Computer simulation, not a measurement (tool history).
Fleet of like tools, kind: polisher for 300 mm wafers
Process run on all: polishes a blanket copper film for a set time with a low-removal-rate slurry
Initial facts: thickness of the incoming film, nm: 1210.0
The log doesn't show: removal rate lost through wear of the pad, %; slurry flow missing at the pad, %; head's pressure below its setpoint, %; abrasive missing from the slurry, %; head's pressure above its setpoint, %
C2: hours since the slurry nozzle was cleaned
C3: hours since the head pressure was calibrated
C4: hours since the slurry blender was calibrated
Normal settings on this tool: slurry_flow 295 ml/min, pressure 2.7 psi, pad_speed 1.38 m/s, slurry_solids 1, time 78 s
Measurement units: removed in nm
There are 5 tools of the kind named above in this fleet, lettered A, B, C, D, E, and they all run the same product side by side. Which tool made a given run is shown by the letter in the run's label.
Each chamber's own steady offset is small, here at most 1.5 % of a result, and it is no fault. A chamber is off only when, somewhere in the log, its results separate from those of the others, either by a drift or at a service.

At hour 8.7: chamber B: slurry blender recalibrated.
Run 1B, hour 10.8: usual settings; wafers polished on this pad 908; C2 172.1; C3 418.4; C4 2.2. Result: removed 280.8 nm.
Run 2D, hour 18.5: usual settings; wafers polished on this pad 937; C2 292.6; C3 197.8; C4 40.3. Result: removed 278.22 nm.
Run 3E, hour 28.4: usual settings; wafers polished on this pad 424; C2 436.8; C3 1363; C4 272.6. Result: removed 276.06 nm.
At hour 33.1: chamber D: worn pad replaced by a new one.
At hour 38.8: chamber B: worn pad replaced by a new one.
Run 4A, hour 43: usual settings; wafers polished on this pad 439; C2 71.2; C3 397.3; C4 103.7. Result: removed 277.13 nm.
Run 5C, hour 55.1: usual settings; wafers polished on this pad 526; C2 250.7; C3 425.2; C4 116.8. Result: removed 274.01 nm.
At hour 61.9: chamber E: head pressure recalibrated.
At hour 64.4: chamber A: head pressure recalibrated.
Run 6B, hour 64.5: usual settings but slurry_flow 250 ml/min, time 63 s; wafers polished on this pad 235; C2 225.8; C3 472.1; C4 55.9. Result: removed 216.44 nm.
At hour 76.8: chamber B: slurry nozzle cleaned.
Run 7A, hour 79.8: usual settings but slurry_flow 250 ml/min, time 63 s; wafers polished on this pad 775; C2 108; C3 15.5; C4 140.5. Result: removed 217.09 nm.
Run 8C, hour 90: usual settings but slurry_flow 250 ml/min, time 63 s; wafers polished on this pad 844; C2 285.6; C3 460.1; C4 151.7. Result: removed 222.9 nm.
Run 9E, hour 98.2: usual settings but slurry_flow 250 ml/min, time 63 s; wafers polished on this pad 1061; C2 506.6; C3 36.3; C4 342.4. Result: removed 218.88 nm.
At hour 108.6: chamber E: worn pad replaced by a new one.
Run 10D, hour 111.6: usual settings but slurry_flow 250 ml/min, time 63 s; wafers polished on this pad 717; C2 385.7; C3 290.9; C4 133.4. Result: removed 217.64 nm.
At hour 121.5: chamber A: worn pad replaced by a new one.
Run 11E, hour 124.5: usual settings; wafers polished on this pad 145; C2 532.9; C3 62.6; C4 368.7. Result: removed 274.05 nm.
At hour 125.1: chamber A: slurry blender recalibrated.
Run 12C, hour 138.4: usual settings; wafers polished on this pad 1286; C2 334; C3 508.5; C4 200.1. Result: removed 275 nm.
At hour 150.4: chamber B: worn pad replaced by a new one.
Run 13A, hour 153.5: usual settings; wafers polished on this pad 292; C2 181.7; C3 89.2; C4 28.4. Result: removed 274.61 nm.
At hour 155.5: chamber D: worn pad replaced by a new one.
At hour 165: chamber C: slurry blender recalibrated.
Run 14D, hour 167.5: usual settings; wafers polished on this pad 110; C2 441.6; C3 346.8; C4 189.3. Result: removed 272.96 nm.
At hour 168.7: chamber E: slurry blender recalibrated.
At hour 176.9: chamber C: worn pad replaced by a new one.
Run 15B, hour 180.8: usual settings; wafers polished on this pad 278; C2 104; C3 588.4; C4 172.2. Result: removed 279.48 nm.
Run 16B, hour 190.5: usual settings but slurry_solids 0.8, time 95 s; wafers polished on this pad 366; C2 113.7; C3 598.1; C4 181.9. Result: removed 329.85 nm.
Run 17A, hour 205.3: usual settings but slurry_solids 0.8, time 95 s; wafers polished on this pad 764; C2 233.5; C3 141; C4 80.2. Result: removed 322.39 nm.
At hour 212: chamber E: slurry nozzle cleaned.
Run 18C, hour 213.5: usual settings but slurry_solids 0.8, time 95 s; wafers polished on this pad 334; C2 409.1; C3 583.6; C4 48.6. Result: removed 316.8 nm.
At hour 216.8: chamber C: head pressure recalibrated.
At hour 223.2: chamber D: slurry nozzle cleaned.
Run 19D, hour 227.8: usual settings but slurry_solids 0.8, time 95 s; wafers polished on this pad 660; C2 4.6; C3 407.1; C4 249.6. Result: removed 321.16 nm.
At hour 232.7: chamber C: slurry nozzle cleaned.
At hour 234.9: chamber A: worn pad replaced by a new one.
Run 20E, hour 239.4: usual settings but slurry_solids 0.8, time 95 s; wafers polished on this pad 1194; C2 27.5; C3 177.5; C4 70.7. Result: removed 321.73 nm.
At hour 250.1: chamber E: worn pad replaced by a new one.
Run 21A, hour 254.4: usual settings; wafers polished on this pad 178; C2 282.6; C3 190.1; C4 129.3. Result: removed 277.58 nm.
At hour 255: chamber D: worn pad replaced by a new one.
At hour 267.6: chamber B: worn pad replaced by a new one.
Run 22C, hour 270.8: usual settings but pressure 3.3 psi, time 59 s; wafers polished on this pad 857; C2 38.1; C3 54; C4 105.9. Result: removed 250.97 nm.
At hour 271: chamber B: head pressure recalibrated.
Run 23E, hour 282.1: usual settings but pressure 3.3 psi, time 59 s; wafers polished on this pad 292; C2 70.2; C3 220.2; C4 113.4. Result: removed 260.89 nm.
At hour 284.1: chamber A: slurry blender recalibrated.
Run 24D, hour 293.1: usual settings but pressure 3.3 psi, time 59 s; wafers polished on this pad 347; C2 69.9; C3 472.4; C4 314.9. Result: removed 244.41 nm.
Run 25B, hour 301.2: usual settings but pressure 3.3 psi, time 59 s; wafers polished on this pad 307; C2 224.4; C3 30.3; C4 292.6. Result: removed 250.94 nm.
At hour 317.2: chamber B: slurry blender recalibrated.
At hour 317.3: chamber B: slurry nozzle cleaned.
Run 26C, hour 317.4: usual settings but pressure 3.3 psi, time 59 s; wafers polished on this pad 1282; C2 84.7; C3 100.6; C4 152.5. Result: removed 259.84 nm.
At hour 324.4: chamber D: slurry blender recalibrated.
At hour 329.7: chamber C: worn pad replaced by a new one.
Run 27D, hour 332.9: usual settings but pressure 3.2 psi; wafers polished on this pad 711; C2 109.7; C3 512.2; C4 8.6. Result: removed 315.64 nm.
Run 28E, hour 345.5: usual settings but pressure 3.2 psi; wafers polished on this pad 871; C2 133.6; C3 283.6; C4 176.8. Result: removed 337.22 nm.
At hour 357.6: chamber A: worn pad replaced by a new one.
Run 29B, hour 362: usual settings but pressure 3.2 psi; wafers polished on this pad 862; C2 44.8; C3 91.1; C4 44.8. Result: removed 329.79 nm.
Run 30A, hour 372.6: usual settings but pressure 3.2 psi; wafers polished on this pad 137; C2 400.8; C3 308.3; C4 88.5. Result: removed 330.09 nm.
At hour 372.7: chamber D: worn pad replaced by a new one.
At hour 385.6: chamber E: worn pad replaced by a new one.
Run 31D, hour 385.9: usual settings but pressure 3.2 psi; wafers polished on this pad 120; C2 162.7; C3 565.2; C4 61.6. Result: removed 311.3 nm.
At hour 388.7: chamber B: worn pad replaced by a new one.
At hour 390.1: chamber C: slurry blender recalibrated.
Run 32B, hour 393.5: usual settings; wafers polished on this pad 44; C2 76.3; C3 122.6; C4 76.3. Result: removed 274.8 nm.
Run 33A, hour 409.2: usual settings; wafers polished on this pad 471; C2 437.4; C3 344.9; C4 125.1. Result: removed 277.35 nm.
Run 34E, hour 423.6: usual settings; wafers polished on this pad 347; C2 211.7; C3 361.7; C4 254.9. Result: removed 281.57 nm.
Run 35C, hour 437.9: usual settings; wafers polished on this pad 987; C2 205.2; C3 221.1; C4 47.8. Result: removed 274.58 nm.
At hour 442.3: chamber A: slurry blender recalibrated.
At hour 446: chamber A: head pressure recalibrated.
Run 36D, hour 453.2: usual settings; wafers polished on this pad 734; C2 230; C3 632.5; C4 128.9. Result: removed 260.04 nm.
At hour 455: chamber A: worn pad replaced by a new one.
Run 37C, hour 469.8: usual settings; wafers polished on this pad 1279; C2 237.1; C3 253; C4 79.7. Result: removed 277.42 nm.
Run 38B, hour 483.4: usual settings; wafers polished on this pad 864; C2 166.2; C3 212.5; C4 166.2. Result: removed 274.26 nm.
At hour 489.6: chamber D: worn pad replaced by a new one.
Run 39A, hour 497.8: usual settings; wafers polished on this pad 391; C2 526; C3 51.9; C4 55.5. Result: removed 274.16 nm.
Run 40E, hour 513.7: usual settings; wafers polished on this pad 1169; C2 301.8; C3 451.8; C4 345. Result: removed 282.33 nm.
At hour 514.3: chamber B: worn pad replaced by a new one.
Run 41A, hour 523.2: usual settings; wafers polished on this pad 623; C2 551.4; C3 77.3; C4 80.9. Result: removed 277.12 nm.
At hour 529.9: chamber E: worn pad replaced by a new one.
Run 42D, hour 532: usual settings; wafers polished on this pad 387; C2 308.8; C3 711.3; C4 207.7. Result: removed 257.3 nm.
Run 43E, hour 544.8: usual settings; wafers polished on this pad 136; C2 332.9; C3 482.9; C4 376.1. Result: removed 279.35 nm.
Run 44B, hour 555.9: usual settings; wafers polished on this pad 380; C2 238.7; C3 285; C4 238.7. Result: removed 281.53 nm.

Is one chamber out of step, is the gauge drifting, or do the chambers differ by no more than their own small offsets? For an off chamber, give its letter and the likeliest cause.

One chamber, D, drifts off from the rest bit by bit.
Most likely cause: head's pressure below its setpoint, % = 6.93.

Chamber D could run next with any of the 4 candidate recipes listed below; each alters the usual settings, and their results appear as question marks. Which one brings its results back in line with what the other chambers deliver on the usual settings?
Maximum distance from the other chambers' mean on the usual settings for a result to count as in line: removed 12 nm
Run 45D-1, hour 567.8: usual settings but pad_speed 1.32 m/s, time 75 s. Result: removed ?.
Run 45D-2, hour 567.8: usual settings but pad_speed 1.6 m/s. Result: removed ?.
Run 45D-3, hour 567.8: usual settings but time 84 s. Result: removed ?.
Run 45D-4, hour 567.8: usual settings but pressure 2.6 psi, pad_speed 1.3 m/s, time 74 s. Result: removed ?.

Mean of the other chambers on the usual settings: removed 277.29 nm
  run  removed
45D-1   235.07
45D-2   297.04
45D-3   275.41
45D-4   219.88
The right change is 45D-3: it brings the chamber back within the allowed miss of the others.
